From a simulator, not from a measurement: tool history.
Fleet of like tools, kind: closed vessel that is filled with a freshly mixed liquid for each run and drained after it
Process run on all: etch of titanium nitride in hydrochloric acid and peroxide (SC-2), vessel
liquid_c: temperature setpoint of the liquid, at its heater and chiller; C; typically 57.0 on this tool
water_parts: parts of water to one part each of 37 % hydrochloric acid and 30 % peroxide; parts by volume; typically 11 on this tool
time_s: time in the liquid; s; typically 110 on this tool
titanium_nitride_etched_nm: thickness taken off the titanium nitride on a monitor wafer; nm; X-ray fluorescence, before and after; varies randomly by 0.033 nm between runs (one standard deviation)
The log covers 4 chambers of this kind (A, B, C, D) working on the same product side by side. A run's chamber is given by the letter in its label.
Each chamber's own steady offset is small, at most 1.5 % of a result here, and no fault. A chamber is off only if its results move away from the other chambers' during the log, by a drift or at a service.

run     day  liquid_c  water_parts  time_s  read-back film thickness of the titanium nitride reference wafer, read on the same gauge (nm)  titanium_nitride_etched_nm
 1A   0.629      57.0           11     110                                                                                         79.989                      6.0775
 2B   1.233      57.0           11     110                                                                                         79.996                      5.9923
 3C   1.538      57.0           11     110                                                                                         79.996                      5.9258
      1.800  -- chamber C: new drum of peroxide connected
 4D   1.854      57.0           11     110                                                                                         79.979                      6.0664
 5D   2.492      57.0           11      65                                                                                         80.027                      3.5948
 6A   2.925      57.0           11      65                                                                                         80.015                      3.5820
 7C   3.554      57.0           11      65                                                                                         80.011                      3.5558
 8B   3.988      57.0           11      65                                                                                         79.996                      3.5140
 9A   4.512      57.0           11     110                                                                                         79.959                      6.0120
10D   4.975      57.0           11     110                                                                                         80.049                      6.0437
11B   5.325      57.0           11     110                                                                                         79.974                      5.9643
      5.342  -- chamber A: new drum of peroxide connected
12C   5.654      51.5           11     110                                                                                         79.969                      4.1705
13A   6.204      51.5           11     110                                                                                         80.030                      4.2490
14B   6.662      51.5           11     110                                                                                         79.968                      4.2405
15D   7.071      51.5           11     110                                                                                         79.988                      4.2229
16C   7.483      57.0           11     110                                                                                         79.968                      5.9825
17A   8.092      57.0           11     110                                                                                         79.989                      6.0816
      8.658  -- chamber A: chemicals flow meter replaced
18B   8.783      57.0           11     110                                                                                         79.985                      5.9759
      9.254  -- chamber D: new drum of peroxide connected
19C   9.400      57.0           11     110                                                                                         79.988                      5.9166
20D   9.925      57.0           11     110                                                                                         80.015                      6.0564
21D  10.500      57.0           11     110                                                                                         79.992                      6.0514
     10.550  -- chamber B: new drum of peroxide connected
22C  10.875      57.0           11     110                                                                                         79.986                      5.9622
23A  11.208      50.0           11     110                                                                                         79.999                      3.8178
24B  11.904      50.0           11     110                                                                                         79.984                      3.8209
25C  12.254      50.0           11     110                                                                                         80.001                      3.7748
26A  12.738      50.0           11     110                                                                                         79.976                      3.8339
27D  13.138      57.0           11     110                                                                                         79.972                      6.0644
28B  13.579      57.0           11     110                                                                                         80.000                      5.9733
29B  14.233      57.0           11     110                                                                                         80.008                      5.9392
30C  14.850      57.0           11     110                                                                                         79.965                      5.9735
31A  15.342      57.0           11     110                                                                                         80.020                      6.0558
32D  15.904      57.0           11     110                                                                                         79.975                      6.0704
33B  16.479      57.0           11     110                                                                                         79.998                      6.0115
34C  17.054      57.0           11     110                                                                                         80.010                      6.0076
     17.288  -- chamber B: thermometer replaced
     17.546  -- chamber C: chemicals flow meter replaced
35A  17.692      57.0           11     110                                                                                         79.992                      6.0584
36D  18.033      57.0           11     110                                                                                         80.033                      6.0819
37C  18.488      52.0           11     130                                                                                         79.974                      5.0770
38B  18.896      52.0           11     130                                                                                         79.990                      5.1842

One chamber off, gauge drift, or nothing amiss beyond the chambers' own small offsets? If it is a chamber, which one, and what is the likeliest cause?

No chamber stands off beyond its own small offset, and the gauge holds steady.
